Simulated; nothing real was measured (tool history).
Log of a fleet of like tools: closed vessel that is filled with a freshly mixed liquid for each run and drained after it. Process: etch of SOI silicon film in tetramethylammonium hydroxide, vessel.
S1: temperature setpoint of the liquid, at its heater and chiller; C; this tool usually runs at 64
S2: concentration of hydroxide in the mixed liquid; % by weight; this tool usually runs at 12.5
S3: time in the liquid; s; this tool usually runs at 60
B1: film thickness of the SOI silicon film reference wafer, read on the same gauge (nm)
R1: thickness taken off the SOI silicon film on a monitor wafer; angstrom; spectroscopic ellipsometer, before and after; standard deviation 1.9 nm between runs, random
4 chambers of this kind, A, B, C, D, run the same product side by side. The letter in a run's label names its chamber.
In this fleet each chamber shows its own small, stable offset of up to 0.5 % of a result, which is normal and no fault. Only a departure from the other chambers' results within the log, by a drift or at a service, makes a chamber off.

Run 1A, day 0.438: usual settings; B1 110.03. Result: R1 2783.0 angstrom.
Run 2D, day 1.062: usual settings; B1 109.99. Result: R1 2839.6 angstrom.
Run 3C, day 1.475: usual settings; B1 110.03. Result: R1 2775.5 angstrom.
Run 4B, day 1.912: usual settings; B1 109.98. Result: R1 2791.5 angstrom.
Run 5D, day 2.233: usual settings; B1 109.99. Result: R1 2855.0 angstrom.
Run 6A, day 2.638: usual settings but S2 10.5 % by weight, S3 35 s; B1 110.02. Result: R1 1765.9 angstrom.
Run 7C, day 3.167: usual settings but S2 10.5 % by weight, S3 35 s; B1 109.99. Result: R1 1762.3 angstrom.
Run 8B, day 3.512: usual settings but S2 10.5 % by weight, S3 35 s; B1 109.99. Result: R1 1724.2 angstrom.
Run 9D, day 3.896: usual settings but S2 10.5 % by weight, S3 35 s; B1 110.00. Result: R1 1732.8 angstrom.
Run 10C, day 4.212: usual settings; B1 109.99. Result: R1 2845.6 angstrom.
Run 11A, day 4.608: usual settings; B1 110.00. Result: R1 2866.3 angstrom.
Run 12B, day 5.171: usual settings; B1 110.01. Result: R1 2824.8 angstrom.
Run 13A, day 5.775: usual settings; B1 110.02. Result: R1 2842.7 angstrom.
Run 14B, day 6.208: usual settings; B1 110.01. Result: R1 2796.1 angstrom.
Run 15C, day 6.662: usual settings; B1 110.02. Result: R1 2856.9 angstrom.
Run 16D, day 6.975: usual settings; B1 110.02. Result: R1 2834.3 angstrom.
Run 17B, day 7.575: usual settings; B1 110.02. Result: R1 2804.0 angstrom.
Run 18D, day 7.904: usual settings but S2 14.0 % by weight, S3 90 s; B1 110.01. Result: R1 3993.0 angstrom.
At day 8.246: chamber B: hydroxide flow meter replaced.
Run 19A, day 8.358: usual settings but S2 14.0 % by weight, S3 90 s; B1 109.99. Result: R1 4018.0 angstrom.
Run 20C, day 8.921: usual settings but S2 14.0 % by weight, S3 90 s; B1 109.97. Result: R1 4086.1 angstrom.
Run 21D, day 9.421: usual settings but S2 14.0 % by weight, S3 90 s; B1 110.00. Result: R1 3969.1 angstrom.
Run 22A, day 9.721: usual settings but S1 71 C; B1 110.01. Result: R1 4208.4 angstrom.
Run 23B, day 10.329: usual settings but S1 71 C; B1 109.98. Result: R1 4282.4 angstrom.
Run 24C, day 10.788: usual settings but S1 71 C; B1 110.02. Result: R1 4404.9 angstrom.
Run 25B, day 11.233: usual settings but S1 71 C; B1 110.02. Result: R1 4246.2 angstrom.
Run 26A, day 11.654: usual settings; B1 110.00. Result: R1 2800.0 angstrom.
Run 27D, day 12.200: usual settings; B1 109.99. Result: R1 2790.1 angstrom.
Run 28C, day 12.483: usual settings but S2 10.5 % by weight, S3 85 s; B1 109.99. Result: R1 4435.9 angstrom.
Run 29A, day 12.762: usual settings but S2 10.5 % by weight, S3 85 s; B1 109.99. Result: R1 4294.6 angstrom.
Run 30B, day 13.067: usual settings but S2 10.5 % by weight, S3 85 s; B1 110.02. Result: R1 4294.6 angstrom.
Run 31D, day 13.579: usual settings but S2 10.5 % by weight, S3 85 s; B1 110.00. Result: R1 4282.0 angstrom.
Run 32C, day 13.862: usual settings; B1 109.98. Result: R1 2928.4 angstrom.
Run 33C, day 14.325: usual settings; B1 110.00. Result: R1 2891.1 angstrom.
Run 34D, day 14.646: usual settings; B1 109.98. Result: R1 2793.1 angstrom.
Run 35A, day 15.042: usual settings but S2 14.5 % by weight; B1 110.01. Result: R1 2638.8 angstrom.
Run 36B, day 15.467: usual settings but S2 14.5 % by weight; B1 109.98. Result: R1 2624.5 angstrom.
Run 37B, day 16.067: usual settings but S2 14.5 % by weight; B1 109.99. Result: R1 2590.6 angstrom.
Run 38D, day 16.392: usual settings but S2 14.5 % by weight; B1 110.00. Result: R1 2616.8 angstrom.
Run 39C, day 16.696: usual settings; B1 110.00. Result: R1 2929.0 angstrom.

For the next run the whole fleet of 4 chambers uses the same settings. Give each chamber's results:
Run 40A, day 17.150: usual settings but S2 9.5 % by weight. Result: R1 ?.
Run 40B, day 17.150: usual settings but S2 9.5 % by weight. Result: R1 ?.
Run 40C, day 17.150: usual settings but S2 9.5 % by weight. Result: R1 ?.
Run 40D, day 17.150: usual settings but S2 9.5 % by weight. Result: R1 ?.

run      R1
40A  3140.5
40B  3119.2
40C  3259.3
40D  3145.8
